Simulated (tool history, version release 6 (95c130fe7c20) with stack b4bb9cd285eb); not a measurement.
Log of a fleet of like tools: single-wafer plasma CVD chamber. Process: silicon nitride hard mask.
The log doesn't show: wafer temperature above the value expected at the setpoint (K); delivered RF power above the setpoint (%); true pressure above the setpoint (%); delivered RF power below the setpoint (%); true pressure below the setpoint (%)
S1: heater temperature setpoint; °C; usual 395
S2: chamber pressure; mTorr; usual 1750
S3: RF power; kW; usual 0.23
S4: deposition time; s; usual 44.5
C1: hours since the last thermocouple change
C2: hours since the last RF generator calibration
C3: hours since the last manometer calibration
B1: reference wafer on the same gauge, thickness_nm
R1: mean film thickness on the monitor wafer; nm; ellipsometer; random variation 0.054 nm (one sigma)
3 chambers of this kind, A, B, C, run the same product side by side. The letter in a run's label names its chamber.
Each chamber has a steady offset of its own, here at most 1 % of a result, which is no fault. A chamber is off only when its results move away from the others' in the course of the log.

run     day   S1    S2     S3    S4      C1      C2      C3      B1      R1
 1C   0.458  395  1750   0.23  44.5   914.2   148.9  1219.4  50.691  43.677
 2A   0.921  395  1750   0.23  44.5  1170.2  2296.5   648.3   50.68  43.635
 3B   1.271  395  1750   0.23  44.5   371.4    1181  1532.1  50.693  44.015
 4C   1.667  395  1750   0.23  44.5   943.2   177.9  1248.4  50.664  43.605
 5A   2.288  395  1460  0.205  44.5    1203  2329.3   681.1  50.641  37.874
 6B   2.808  395  1460  0.205  44.5   408.3  1217.9    1569  50.631  38.319
 7B   3.183  395  1460  0.205  44.5   417.3  1226.9    1578  50.626  38.255
 8C   3.504  395  1750   0.23  44.5   987.3     222  1292.5  50.629  43.706
 9A   4.179  395  1750   0.23  44.5  1248.4  2374.7   726.5  50.607  43.512
10B   4.588  395  1750   0.23  44.5     451  1260.6  1611.7  50.602  43.952
11C   5.125  395  1750   0.23  44.5  1026.2   260.9  1331.4  50.582  43.635
12A   5.446  395  1750   0.23  44.5  1278.8  2405.1   756.9  50.596  43.411
13B   6.012  395  1750   0.23  44.5   485.2  1294.8  1645.9  50.554  43.808
14C   6.442  395  1750   0.23  44.5  1057.8   292.5    1363  50.559   43.42
15A   6.858  395  1750   0.23  44.5  1312.7    2439   790.8  50.543   43.43
16C   7.225  395  1750   0.23  44.5  1076.6   311.3  1381.8   50.53  43.589
      7.358  -- chamber A: RF generator calibrated
17B   7.788  395  1750   0.23  44.5   527.8  1337.4  1688.5  50.512  43.808
18A   8.454  395  1750   0.23  44.5    1351    26.4   829.1  50.505  43.395
19A    9.05  395  1750   0.23  44.5  1365.3    40.7   843.4  50.504  43.312
20C   9.671  395  1750   0.23  44.5  1135.3     370  1440.5  50.484  43.424
21B  10.162  395  1750   0.23  44.5   584.8  1394.4  1745.5  50.464  43.734
22C  10.771  395  1750   0.23  44.5  1161.7   396.4  1466.9   50.46  43.478

Next, every chamber runs the same settings. What will each give?
23A  11.262  395  1750  0.23  44.5                   ?
23B  11.262  395  1750  0.23  44.5                   ?
23C  11.262  395  1750  0.23  44.5                   ?

run      R1
23A  43.365
23B  43.792
23C  43.472

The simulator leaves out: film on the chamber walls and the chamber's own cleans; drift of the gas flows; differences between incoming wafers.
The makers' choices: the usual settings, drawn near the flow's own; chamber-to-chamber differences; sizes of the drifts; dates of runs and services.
